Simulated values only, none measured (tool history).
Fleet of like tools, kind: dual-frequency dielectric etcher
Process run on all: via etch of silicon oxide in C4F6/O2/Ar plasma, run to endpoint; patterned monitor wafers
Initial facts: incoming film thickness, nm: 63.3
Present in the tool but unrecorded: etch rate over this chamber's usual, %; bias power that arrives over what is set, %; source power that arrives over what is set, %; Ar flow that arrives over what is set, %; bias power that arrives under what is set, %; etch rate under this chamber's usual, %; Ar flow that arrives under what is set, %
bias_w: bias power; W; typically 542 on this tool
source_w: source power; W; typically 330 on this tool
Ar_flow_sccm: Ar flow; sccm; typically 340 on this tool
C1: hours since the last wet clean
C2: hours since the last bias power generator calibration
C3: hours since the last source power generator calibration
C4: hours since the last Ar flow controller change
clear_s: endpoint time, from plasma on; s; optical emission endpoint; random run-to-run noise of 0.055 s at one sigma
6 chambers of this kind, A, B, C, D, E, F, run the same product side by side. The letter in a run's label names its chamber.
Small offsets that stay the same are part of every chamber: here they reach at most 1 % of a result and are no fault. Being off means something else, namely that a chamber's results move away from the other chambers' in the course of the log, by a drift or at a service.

run 1C hour=7.9 | bias_w=542 source_w=330 Ar_flow_sccm=340 | C1=133.7 C2=1988.2 C3=3924.1 C4=2016.2 | clear_s=14.603
run 2A hour=14.8 | bias_w=542 source_w=330 Ar_flow_sccm=340 | C1=408.6 C2=2126.7 C3=534.4 C4=393.4 | clear_s=14.738
run 3E hour=22.0 | bias_w=542 source_w=330 Ar_flow_sccm=340 | C1=417.6 C2=851.7 C3=1221.5 C4=854.5 | clear_s=14.745
-- hour=27.0 chamber D: wet clean of the chamber
run 4D hour=30.7 | bias_w=542 source_w=330 Ar_flow_sccm=340 | C1=3.7 C2=3664.6 C3=1150.9 C4=379.5 | clear_s=14.763
run 5F hour=39.3 | bias_w=542 source_w=330 Ar_flow_sccm=340 | C1=340.9 C2=367.8 C3=526.8 C4=261.2 | clear_s=14.653
run 6B hour=47.7 | bias_w=542 source_w=330 Ar_flow_sccm=340 | C1=373.7 C2=2718.8 C3=1038.8 C4=3442.0 | clear_s=14.934
run 7B hour=53.8 | bias_w=542 source_w=330 Ar_flow_sccm=340 | C1=379.8 C2=2724.9 C3=1044.9 C4=3448.1 | clear_s=14.811
run 8F hour=63.0 | bias_w=542 source_w=330 Ar_flow_sccm=340 | C1=364.6 C2=391.5 C3=550.5 C4=284.9 | clear_s=14.592
run 9E hour=67.0 | bias_w=542 source_w=330 Ar_flow_sccm=340 | C1=462.6 C2=896.7 C3=1266.5 C4=899.5 | clear_s=14.784
run 10C hour=76.4 | bias_w=542 source_w=330 Ar_flow_sccm=340 | C1=202.2 C2=2056.7 C3=3992.6 C4=2084.7 | clear_s=14.771
run 11D hour=83.9 | bias_w=542 source_w=330 Ar_flow_sccm=340 | C1=56.9 C2=3717.8 C3=1204.1 C4=432.7 | clear_s=14.697
run 12A hour=89.9 | bias_w=542 source_w=330 Ar_flow_sccm=340 | C1=483.7 C2=2201.8 C3=609.5 C4=468.5 | clear_s=14.693
-- hour=90.3 chamber E: wet clean of the chamber
run 13F hour=94.5 | bias_w=542 source_w=330 Ar_flow_sccm=340 | C1=396.1 C2=423.0 C3=582.0 C4=316.4 | clear_s=14.535
run 14C hour=101.2 | bias_w=542 source_w=330 Ar_flow_sccm=340 | C1=227.0 C2=2081.5 C3=4017.4 C4=2109.5 | clear_s=14.718
run 15D hour=106.8 | bias_w=658 source_w=380 Ar_flow_sccm=340 | C1=79.8 C2=3740.7 C3=1227.0 C4=455.6 | clear_s=12.948
run 16A hour=112.1 | bias_w=658 source_w=380 Ar_flow_sccm=340 | C1=505.9 C2=2224.0 C3=631.7 C4=490.7 | clear_s=12.926
run 17E hour=117.8 | bias_w=658 source_w=380 Ar_flow_sccm=340 | C1=27.6 C2=947.5 C3=1317.3 C4=950.3 | clear_s=13.403
run 18B hour=123.8 | bias_w=658 source_w=380 Ar_flow_sccm=340 | C1=449.8 C2=2794.9 C3=1114.9 C4=3518.1 | clear_s=13.139
run 19A hour=128.0 | bias_w=658 source_w=380 Ar_flow_sccm=340 | C1=521.8 C2=2239.9 C3=647.6 C4=506.6 | clear_s=12.884
run 20E hour=134.3 | bias_w=658 source_w=380 Ar_flow_sccm=340 | C1=44.1 C2=964.0 C3=1333.8 C4=966.8 | clear_s=13.437
-- hour=138.9 chamber B: wet clean of the chamber
run 21B hour=140.5 | bias_w=644 source_w=410 Ar_flow_sccm=340 | C1=1.6 C2=2811.6 C3=1131.6 C4=3534.8 | clear_s=12.849
run 22D hour=149.4 | bias_w=644 source_w=410 Ar_flow_sccm=340 | C1=122.4 C2=3783.3 C3=1269.6 C4=498.2 | clear_s=12.719
run 23C hour=155.4 | bias_w=644 source_w=410 Ar_flow_sccm=340 | C1=281.2 C2=2135.7 C3=4071.6 C4=2163.7 | clear_s=12.612
run 24F hour=164.8 | bias_w=644 source_w=410 Ar_flow_sccm=340 | C1=466.4 C2=493.3 C3=652.3 C4=386.7 | clear_s=12.560
run 25B hour=173.4 | bias_w=644 source_w=410 Ar_flow_sccm=340 | C1=34.5 C2=2844.5 C3=1164.5 C4=3567.7 | clear_s=12.901
run 26A hour=182.7 | bias_w=644 source_w=410 Ar_flow_sccm=340 | C1=576.5 C2=2294.6 C3=702.3 C4=561.3 | clear_s=12.732
-- hour=186.3 chamber A: wet clean of the chamber
run 27F hour=191.7 | bias_w=542 source_w=330 Ar_flow_sccm=340 | C1=493.3 C2=520.2 C3=679.2 C4=413.6 | clear_s=14.565
run 28E hour=197.3 | bias_w=542 source_w=330 Ar_flow_sccm=340 | C1=107.1 C2=1027.0 C3=1396.8 C4=1029.8 | clear_s=15.286
run 29C hour=204.5 | bias_w=542 source_w=330 Ar_flow_sccm=340 | C1=330.3 C2=2184.8 C3=4120.7 C4=2212.8 | clear_s=14.675
run 30D hour=213.1 | bias_w=542 source_w=330 Ar_flow_sccm=340 | C1=186.1 C2=3847.0 C3=1333.3 C4=561.9 | clear_s=14.711
run 31D hour=220.6 | bias_w=542 source_w=330 Ar_flow_sccm=340 | C1=193.6 C2=3854.5 C3=1340.8 C4=569.4 | clear_s=14.804
run 32C hour=228.1 | bias_w=542 source_w=330 Ar_flow_sccm=340 | C1=353.9 C2=2208.4 C3=4144.3 C4=2236.4 | clear_s=14.700
run 33E hour=237.5 | bias_w=542 source_w=330 Ar_flow_sccm=340 | C1=147.3 C2=1067.2 C3=1437.0 C4=1070.0 | clear_s=15.284
run 34B hour=242.9 | bias_w=542 source_w=330 Ar_flow_sccm=340 | C1=104.0 C2=2914.0 C3=1234.0 C4=3637.2 | clear_s=14.913
run 35F hour=247.6 | bias_w=542 source_w=330 Ar_flow_sccm=340 | C1=549.2 C2=576.1 C3=735.1 C4=469.5 | clear_s=14.683
run 36A hour=254.5 | bias_w=542 source_w=330 Ar_flow_sccm=340 | C1=68.3 C2=2366.4 C3=774.1 C4=633.1 | clear_s=14.668
run 37B hour=263.2 | bias_w=542 source_w=330 Ar_flow_sccm=340 | C1=124.3 C2=2934.3 C3=1254.3 C4=3657.5 | clear_s=14.785
run 38E hour=271.2 | bias_w=542 source_w=330 Ar_flow_sccm=340 | C1=181.0 C2=1100.9 C3=1470.7 C4=1103.7 | clear_s=15.417

All chambers now run identical settings, listed one chamber a line with results as question marks. What results will each chamber show?
run 39A hour=277.9 | bias_w=542 source_w=400 Ar_flow_sccm=340 | clear_s=?
run 39B hour=277.9 | bias_w=542 source_w=400 Ar_flow_sccm=340 | clear_s=?
run 39C hour=277.9 | bias_w=542 source_w=400 Ar_flow_sccm=340 | clear_s=?
run 39D hour=277.9 | bias_w=542 source_w=400 Ar_flow_sccm=340 | clear_s=?
run 39E hour=277.9 | bias_w=542 source_w=400 Ar_flow_sccm=340 | clear_s=?
run 39F hour=277.9 | bias_w=542 source_w=400 Ar_flow_sccm=340 | clear_s=?

run=39A clear_s=13.778
run=39B clear_s=13.872
run=39C clear_s=13.846
run=39D clear_s=13.718
run=39E clear_s=14.297
run=39F clear_s=13.591

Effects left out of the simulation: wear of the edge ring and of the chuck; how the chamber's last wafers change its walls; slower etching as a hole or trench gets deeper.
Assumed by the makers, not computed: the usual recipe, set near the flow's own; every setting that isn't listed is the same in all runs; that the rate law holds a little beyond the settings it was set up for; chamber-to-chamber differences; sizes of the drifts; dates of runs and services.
